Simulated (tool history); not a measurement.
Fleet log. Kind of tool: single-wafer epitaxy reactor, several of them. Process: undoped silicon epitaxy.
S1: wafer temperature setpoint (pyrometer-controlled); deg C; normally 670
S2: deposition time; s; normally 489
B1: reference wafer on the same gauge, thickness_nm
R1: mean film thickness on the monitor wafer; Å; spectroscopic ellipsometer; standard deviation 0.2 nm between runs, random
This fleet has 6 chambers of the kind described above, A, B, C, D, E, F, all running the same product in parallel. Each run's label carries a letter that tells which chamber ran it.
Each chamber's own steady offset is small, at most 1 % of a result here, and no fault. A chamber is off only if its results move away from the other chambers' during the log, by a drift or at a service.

| run | hour | S1 | S2 | B1 | R1 |
|---|---|---|---|---|---|
|  | 6.8 | chamber B: pyrometer calibrated |
| 1F | 8.4 | 670 | 489 | 122 | 1261.2 |
| 2D | 15.9 | 670 | 489 | 122.05 | 1255 |
| 3A | 31.8 | 670 | 489 | 122.01 | 1253.6 |
| 4B | 47.7 | 670 | 489 | 122.11 | 1254.9 |
| 5E | 60.6 | 670 | 489 | 122.09 | 1264.6 |
| 6C | 69.9 | 670 | 489 | 122.16 | 1254.1 |
| 7A | 85.1 | 670 | 489 | 122.21 | 1249.6 |
| 8C | 96.8 | 670 | 489 | 122.16 | 1259.8 |
| 9B | 105.1 | 680 | 405 | 122.19 | 1276.9 |
| 10D | 116.8 | 680 | 405 | 122.26 | 1281.6 |
| 11E | 131.1 | 680 | 405 | 122.21 | 1294.2 |
| 12F | 138.8 | 680 | 405 | 122.25 | 1286.6 |
| 13A | 153.6 | 680 | 405 | 122.28 | 1276 |
| 14F | 166.5 | 680 | 405 | 122.26 | 1286.6 |
| 15E | 179.5 | 670 | 489 | 122.33 | 1265.2 |
| 16D | 189.5 | 670 | 489 | 122.38 | 1257.2 |
| 17C | 201.6 | 670 | 489 | 122.33 | 1264.4 |
| 18B | 211.1 | 670 | 489 | 122.41 | 1255.9 |
| 19B | 222.1 | 670 | 489 | 122.4 | 1258.9 |
| 20F | 230.5 | 670 | 489 | 122.4 | 1260.9 |
| 21A | 238.5 | 670 | 489 | 122.37 | 1257 |
| 22E | 247.6 | 670 | 489 | 122.49 | 1268.6 |
| 23C | 262.8 | 670 | 489 | 122.51 | 1263.1 |
| 24D | 274.3 | 670 | 489 | 122.49 | 1261.6 |
| 25A | 286.3 | 670 | 489 | 122.53 | 1258.3 |
| 26D | 301.5 | 670 | 489 | 122.51 | 1261.4 |
| 27F | 313.2 | 670 | 489 | 122.59 | 1264.8 |
| 28E | 329.5 | 670 | 489 | 122.6 | 1272.5 |
| 29C | 340.4 | 670 | 489 | 122.54 | 1261 |
| 30B | 353 | 670 | 489 | 122.64 | 1260.6 |
| 31F | 361.9 | 670 | 489 | 122.66 | 1262.1 |
| 32C | 376.3 | 670 | 489 | 122.7 | 1266.3 |
| 33D | 392.5 | 670 | 489 | 122.74 | 1259.5 |
| 34E | 409 | 670 | 489 | 122.75 | 1273.8 |
| 35A | 416.7 | 670 | 489 | 122.76 | 1257.4 |
| 36B | 426.1 | 670 | 489 | 122.82 | 1256.7 |

For the next run the whole fleet of 6 chambers uses the same settings. Give each chamber's results:
| 37A | 438 | 670 | 565 |  | ? |
| 37B | 438 | 670 | 565 |  | ? |
| 37C | 438 | 670 | 565 |  | ? |
| 37D | 438 | 670 | 565 |  | ? |
| 37E | 438 | 670 | 565 |  | ? |
| 37F | 438 | 670 | 565 |  | ? |

| run | R1 |
|---|---|
| 37A | 1455.5 |
| 37B | 1456.3 |
| 37C | 1465.3 |
| 37D | 1456.5 |
| 37E | 1467.9 |
| 37F | 1461.6 |
